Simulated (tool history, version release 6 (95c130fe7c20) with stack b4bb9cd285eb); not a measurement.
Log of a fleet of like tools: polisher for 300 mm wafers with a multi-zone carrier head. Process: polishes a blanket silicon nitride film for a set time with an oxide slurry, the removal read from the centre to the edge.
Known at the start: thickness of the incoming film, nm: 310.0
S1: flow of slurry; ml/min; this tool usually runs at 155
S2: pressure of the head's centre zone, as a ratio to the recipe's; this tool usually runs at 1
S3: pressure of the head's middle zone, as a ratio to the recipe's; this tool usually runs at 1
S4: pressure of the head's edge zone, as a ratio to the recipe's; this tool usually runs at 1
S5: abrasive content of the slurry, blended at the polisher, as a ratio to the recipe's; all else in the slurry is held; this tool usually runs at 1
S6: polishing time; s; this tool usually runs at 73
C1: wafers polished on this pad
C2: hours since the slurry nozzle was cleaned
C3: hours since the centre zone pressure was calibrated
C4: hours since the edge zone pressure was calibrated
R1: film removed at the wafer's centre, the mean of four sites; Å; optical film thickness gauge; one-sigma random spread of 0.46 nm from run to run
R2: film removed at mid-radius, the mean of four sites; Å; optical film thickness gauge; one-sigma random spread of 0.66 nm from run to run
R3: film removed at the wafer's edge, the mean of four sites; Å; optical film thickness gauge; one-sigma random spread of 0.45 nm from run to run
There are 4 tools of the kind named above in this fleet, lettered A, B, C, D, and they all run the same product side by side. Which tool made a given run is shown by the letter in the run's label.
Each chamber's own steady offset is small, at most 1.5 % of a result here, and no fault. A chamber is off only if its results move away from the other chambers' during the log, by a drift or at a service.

{"run": "1C", "hour": 6.5, "S1": 155, "S2": 1, "S3": 1, "S4": 1, "S5": 1, "S6": 73, "C1": 198, "C2": 92.7, "C3": 172.6, "C4": 594.7, "R1": 471.66, "R2": 467.8, "R3": 458.81}
{"hour": 10.9, "done": "chamber A: worn pad replaced by a new one"}
{"run": "2B", "hour": 17.0, "S1": 155, "S2": 1, "S3": 1, "S4": 1, "S5": 1, "S6": 73, "C1": 248, "C2": 271.8, "C3": 293.5, "C4": 113.3, "R1": 448.58, "R2": 465.67, "R3": 467.12}
{"run": "3D", "hour": 22.9, "S1": 155, "S2": 1, "S3": 1, "S4": 1, "S5": 1, "S6": 73, "C1": 293, "C2": 63.6, "C3": 521.6, "C4": 331.9, "R1": 468.21, "R2": 461.2, "R3": 466.75}
{"run": "4A", "hour": 28.1, "S1": 155, "S2": 1, "S3": 1, "S4": 1, "S5": 1, "S6": 73, "C1": 119, "C2": 423.7, "C3": 634.4, "C4": 334.2, "R1": 461.2, "R2": 454.86, "R3": 462.24}
{"run": "5C", "hour": 33.5, "S1": 155, "S2": 1, "S3": 1, "S4": 1, "S5": 1, "S6": 73, "C1": 386, "C2": 119.7, "C3": 199.6, "C4": 621.7, "R1": 466.76, "R2": 469.73, "R3": 453.37}
{"run": "6A", "hour": 42.9, "S1": 155, "S2": 1, "S3": 1, "S4": 1, "S5": 1, "S6": 73, "C1": 222, "C2": 438.5, "C3": 649.2, "C4": 349, "R1": 456.87, "R2": 453.42, "R3": 463.39}
{"run": "7D", "hour": 50.3, "S1": 155, "S2": 1, "S3": 1, "S4": 1, "S5": 1, "S6": 73, "C1": 484, "C2": 91, "C3": 549, "C4": 359.3, "R1": 453.77, "R2": 458.39, "R3": 463.55}
{"hour": 51.4, "done": "chamber C: worn pad replaced by a new one"}
{"run": "8B", "hour": 55.4, "S1": 155, "S2": 1, "S3": 1, "S4": 1, "S5": 1, "S6": 73, "C1": 515, "C2": 310.2, "C3": 331.9, "C4": 151.7, "R1": 466.41, "R2": 463.08, "R3": 464.81}
{"run": "9C", "hour": 62.5, "S1": 155, "S2": 1, "S3": 1, "S4": 1, "S5": 1, "S6": 73, "C1": 77, "C2": 148.7, "C3": 228.6, "C4": 650.7, "R1": 472.03, "R2": 468.54, "R3": 467.19}
{"run": "10A", "hour": 69.3, "S1": 155, "S2": 1, "S3": 1, "S4": 1, "S5": 1, "S6": 73, "C1": 406, "C2": 464.9, "C3": 675.6, "C4": 375.4, "R1": 453.11, "R2": 466.79, "R3": 465.06}
{"run": "11D", "hour": 76.9, "S1": 155, "S2": 1, "S3": 1, "S4": 1, "S5": 1, "S6": 73, "C1": 669, "C2": 117.6, "C3": 575.6, "C4": 385.9, "R1": 462.14, "R2": 451.87, "R3": 458.5}
{"hour": 79.2, "done": "chamber D: worn pad replaced by a new one"}
{"run": "12B", "hour": 85.4, "S1": 155, "S2": 1, "S3": 1, "S4": 1, "S5": 1, "S6": 73, "C1": 724, "C2": 340.2, "C3": 361.9, "C4": 181.7, "R1": 458.24, "R2": 463.17, "R3": 468.27}
{"run": "13A", "hour": 90.9, "S1": 155, "S2": 1, "S3": 1, "S4": 1, "S5": 1, "S6": 73, "C1": 556, "C2": 486.5, "C3": 697.2, "C4": 397, "R1": 464.53, "R2": 448.81, "R3": 466.01}
{"run": "14B", "hour": 97.1, "S1": 155, "S2": 1, "S3": 1, "S4": 1, "S5": 1, "S6": 73, "C1": 805, "C2": 351.9, "C3": 373.6, "C4": 193.4, "R1": 458.33, "R2": 457.83, "R3": 465.61}
{"run": "15D", "hour": 103.5, "S1": 155, "S2": 1, "S3": 1, "S4": 1, "S5": 1, "S6": 73, "C1": 169, "C2": 144.2, "C3": 602.2, "C4": 412.5, "R1": 456.87, "R2": 469.41, "R3": 461.26}
{"hour": 106.3, "done": "chamber B: worn pad replaced by a new one"}
{"hour": 108.5, "done": "chamber A: worn pad replaced by a new one"}
{"run": "16C", "hour": 111.2, "S1": 175, "S2": 1, "S3": 0.96, "S4": 1, "S5": 1, "S6": 73, "C1": 416, "C2": 197.4, "C3": 277.3, "C4": 699.4, "R1": 476.89, "R2": 447.71, "R3": 472.08}
{"run": "17C", "hour": 120.6, "S1": 175, "S2": 1, "S3": 0.96, "S4": 1, "S5": 1, "S6": 73, "C1": 482, "C2": 206.8, "C3": 286.7, "C4": 708.8, "R1": 479.07, "R2": 452.13, "R3": 463.79}
{"hour": 125.1, "done": "chamber C: worn pad replaced by a new one"}
{"run": "18A", "hour": 131.4, "S1": 175, "S2": 1, "S3": 0.96, "S4": 1, "S5": 1, "S6": 73, "C1": 159, "C2": 527, "C3": 737.7, "C4": 437.5, "R1": 461.65, "R2": 446.54, "R3": 472.82}
{"hour": 133.7, "done": "chamber D: slurry nozzle cleaned"}
{"run": "19D", "hour": 139.2, "S1": 175, "S2": 1, "S3": 0.96, "S4": 1, "S5": 1, "S6": 73, "C1": 417, "C2": 5.5, "C3": 637.9, "C4": 448.2, "R1": 484.56, "R2": 448.51, "R3": 465.54}
{"run": "20B", "hour": 145.9, "S1": 155, "S2": 1, "S3": 1, "S4": 1, "S5": 1, "S6": 73, "C1": 275, "C2": 400.7, "C3": 422.4, "C4": 242.2, "R1": 444.32, "R2": 442.18, "R3": 454.94}
{"run": "21D", "hour": 152.2, "S1": 155, "S2": 1, "S3": 1, "S4": 1, "S5": 1, "S6": 73, "C1": 508, "C2": 18.5, "C3": 650.9, "C4": 461.2, "R1": 460.91, "R2": 456.86, "R3": 464.52}
{"hour": 155.3, "done": "chamber D: worn pad replaced by a new one"}
{"run": "22C", "hour": 160.3, "S1": 155, "S2": 1, "S3": 1, "S4": 1, "S5": 0.85, "S6": 96, "C1": 245, "C2": 246.5, "C3": 326.4, "C4": 748.5, "R1": 564.09, "R2": 563.17, "R3": 551.69}
{"hour": 166.0, "done": "chamber B: centre zone pressure recalibrated"}
{"run": "23A", "hour": 167.0, "S1": 155, "S2": 1, "S3": 1, "S4": 1, "S5": 0.85, "S6": 96, "C1": 407, "C2": 562.6, "C3": 773.3, "C4": 473.1, "R1": 556.92, "R2": 554.43, "R3": 548.76}
{"run": "24B", "hour": 175.2, "S1": 155, "S2": 1, "S3": 1, "S4": 1, "S5": 0.85, "S6": 96, "C1": 479, "C2": 430, "C3": 9.3, "C4": 271.5, "R1": 519.72, "R2": 513.01, "R3": 538.25}
{"run": "25C", "hour": 180.6, "S1": 155, "S2": 1, "S3": 1, "S4": 1, "S5": 0.85, "S6": 96, "C1": 386, "C2": 266.8, "C3": 346.7, "C4": 768.8, "R1": 575.33, "R2": 579.61, "R3": 563.26}
{"run": "26B", "hour": 185.7, "S1": 155, "S2": 1, "S3": 1, "S4": 1, "S5": 1, "S6": 73, "C1": 552, "C2": 440.5, "C3": 19.8, "C4": 282, "R1": 413.34, "R2": 423.94, "R3": 433.72}
{"run": "27A", "hour": 193.6, "S1": 155, "S2": 1, "S3": 1, "S4": 1, "S5": 1, "S6": 73, "C1": 592, "C2": 589.2, "C3": 799.9, "C4": 499.7, "R1": 460.79, "R2": 446.02, "R3": 459.53}
{"run": "28D", "hour": 200.4, "S1": 155, "S2": 1, "S3": 1, "S4": 1, "S5": 1, "S6": 73, "C1": 314, "C2": 66.7, "C3": 699.1, "C4": 509.4, "R1": 463.71, "R2": 467.31, "R3": 464.17}

For the next run the whole fleet of 4 chambers uses the same settings. Give each chamber's results:
{"run": "29A", "hour": 208.3, "S1": 155, "S2": 1, "S3": 1, "S4": 1, "S5": 1, "S6": 73, "R1": "?", "R2": "?", "R3": "?"}
{"run": "29B", "hour": 208.3, "S1": 155, "S2": 1, "S3": 1, "S4": 1, "S5": 1, "S6": 73, "R1": "?", "R2": "?", "R3": "?"}
{"run": "29C", "hour": 208.3, "S1": 155, "S2": 1, "S3": 1, "S4": 1, "S5": 1, "S6": 73, "R1": "?", "R2": "?", "R3": "?"}
{"run": "29D", "hour": 208.3, "S1": 155, "S2": 1, "S3": 1, "S4": 1, "S5": 1, "S6": 73, "R1": "?", "R2": "?", "R3": "?"}

run=29A R1=468.48 R2=453.7 R3=465.62
run=29B R1=412.24 R2=409.3 R3=430.4
run=29C R1=470.86 R2=463.41 R3=463.52
run=29D R1=457.76 R2=452.33 R3=462.31
